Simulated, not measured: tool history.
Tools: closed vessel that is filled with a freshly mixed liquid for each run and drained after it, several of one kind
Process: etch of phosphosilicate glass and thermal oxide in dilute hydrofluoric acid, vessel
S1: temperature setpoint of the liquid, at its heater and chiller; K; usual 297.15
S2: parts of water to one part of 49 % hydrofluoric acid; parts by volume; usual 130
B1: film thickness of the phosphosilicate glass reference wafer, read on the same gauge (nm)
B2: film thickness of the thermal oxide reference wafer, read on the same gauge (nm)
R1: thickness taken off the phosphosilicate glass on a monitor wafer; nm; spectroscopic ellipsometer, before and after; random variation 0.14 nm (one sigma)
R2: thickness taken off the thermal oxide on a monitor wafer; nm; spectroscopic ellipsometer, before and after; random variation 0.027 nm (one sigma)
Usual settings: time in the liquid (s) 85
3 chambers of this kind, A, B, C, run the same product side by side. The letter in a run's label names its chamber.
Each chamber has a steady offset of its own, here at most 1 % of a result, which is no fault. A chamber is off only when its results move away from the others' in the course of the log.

{"run": "1A", "hour": 5.5, "S1": 297.15, "S2": 130, "time in the liquid (s)": 85, "B1": 119.97, "B2": 30.003, "R1": 37.961, "R2": 2.9759}
{"run": "2B", "hour": 13.3, "S1": 297.15, "S2": 130, "time in the liquid (s)": 85, "B1": 120.01, "B2": 29.985, "R1": 37.226, "R2": 2.955}
{"run": "3C", "hour": 19.5, "S1": 297.15, "S2": 130, "time in the liquid (s)": 85, "B1": 120.03, "B2": 30.005, "R1": 37.664, "R2": 2.9883}
{"run": "4C", "hour": 25.0, "S1": 297.15, "S2": 130, "time in the liquid (s)": 85, "B1": 120.03, "B2": 30.013, "R1": 37.754, "R2": 2.9568}
{"run": "5A", "hour": 28.9, "S1": 297.15, "S2": 100, "time in the liquid (s)": 85, "B1": 119.94, "B2": 29.985, "R1": 51.229, "R2": 4.0767}
{"run": "6B", "hour": 33.6, "S1": 297.15, "S2": 100, "time in the liquid (s)": 85, "B1": 120.02, "B2": 29.98, "R1": 50.149, "R2": 3.9709}
{"run": "7B", "hour": 38.7, "S1": 297.15, "S2": 100, "time in the liquid (s)": 85, "B1": 119.94, "B2": 30.014, "R1": 50.445, "R2": 4.0064}
{"run": "8A", "hour": 43.1, "S1": 297.15, "S2": 130, "time in the liquid (s)": 85, "B1": 120.01, "B2": 30.006, "R1": 38.094, "R2": 3.013}
{"run": "9C", "hour": 48.0, "S1": 297.15, "S2": 130, "time in the liquid (s)": 85, "B1": 120.04, "B2": 30.006, "R1": 37.856, "R2": 2.9445}
{"run": "10A", "hour": 52.9, "S1": 297.15, "S2": 130, "time in the liquid (s)": 85, "B1": 120.03, "B2": 30.004, "R1": 37.789, "R2": 2.9672}
{"run": "11B", "hour": 57.8, "S1": 297.15, "S2": 130, "time in the liquid (s)": 85, "B1": 120.0, "B2": 30.019, "R1": 37.62, "R2": 2.9502}
{"run": "12C", "hour": 61.9, "S1": 297.15, "S2": 130, "time in the liquid (s)": 85, "B1": 119.97, "B2": 30.008, "R1": 37.746, "R2": 2.9243}
{"run": "13B", "hour": 66.6, "S1": 297.15, "S2": 130, "time in the liquid (s)": 85, "B1": 120.0, "B2": 30.001, "R1": 37.597, "R2": 3.0032}
{"run": "14A", "hour": 71.4, "S1": 297.15, "S2": 130, "time in the liquid (s)": 85, "B1": 120.0, "B2": 30.021, "R1": 37.673, "R2": 3.0155}
{"run": "15C", "hour": 79.4, "S1": 297.15, "S2": 130, "time in the liquid (s)": 85, "B1": 119.99, "B2": 29.997, "R1": 38.085, "R2": 2.9476}
{"run": "16B", "hour": 85.2, "S1": 297.15, "S2": 130, "time in the liquid (s)": 85, "B1": 120.04, "B2": 29.989, "R1": 37.59, "R2": 2.9631}
{"run": "17C", "hour": 91.8, "S1": 297.15, "S2": 130, "time in the liquid (s)": 85, "B1": 120.02, "B2": 29.995, "R1": 38.045, "R2": 2.9474}
{"run": "18A", "hour": 99.6, "S1": 297.15, "S2": 130, "time in the liquid (s)": 85, "B1": 120.01, "B2": 30.014, "R1": 37.725, "R2": 2.9759}
{"run": "19C", "hour": 106.8, "S1": 297.15, "S2": 130, "time in the liquid (s)": 85, "B1": 120.01, "B2": 29.983, "R1": 37.686, "R2": 2.9462}
{"run": "20A", "hour": 110.9, "S1": 297.15, "S2": 130, "time in the liquid (s)": 85, "B1": 120.02, "B2": 29.999, "R1": 37.862, "R2": 2.986}
{"run": "21B", "hour": 117.2, "S1": 297.15, "S2": 130, "time in the liquid (s)": 85, "B1": 119.98, "B2": 29.999, "R1": 37.516, "R2": 3.0074}
{"run": "22A", "hour": 121.1, "S1": 297.15, "S2": 130, "time in the liquid (s)": 85, "B1": 119.98, "B2": 30.008, "R1": 37.797, "R2": 2.9775}

Is one chamber off against the others, does the gauge drift, or is nothing wrong? If a chamber is off, say which, and what the likeliest cause is.

No chamber stands off beyond its own small offset, and the gauge holds steady.
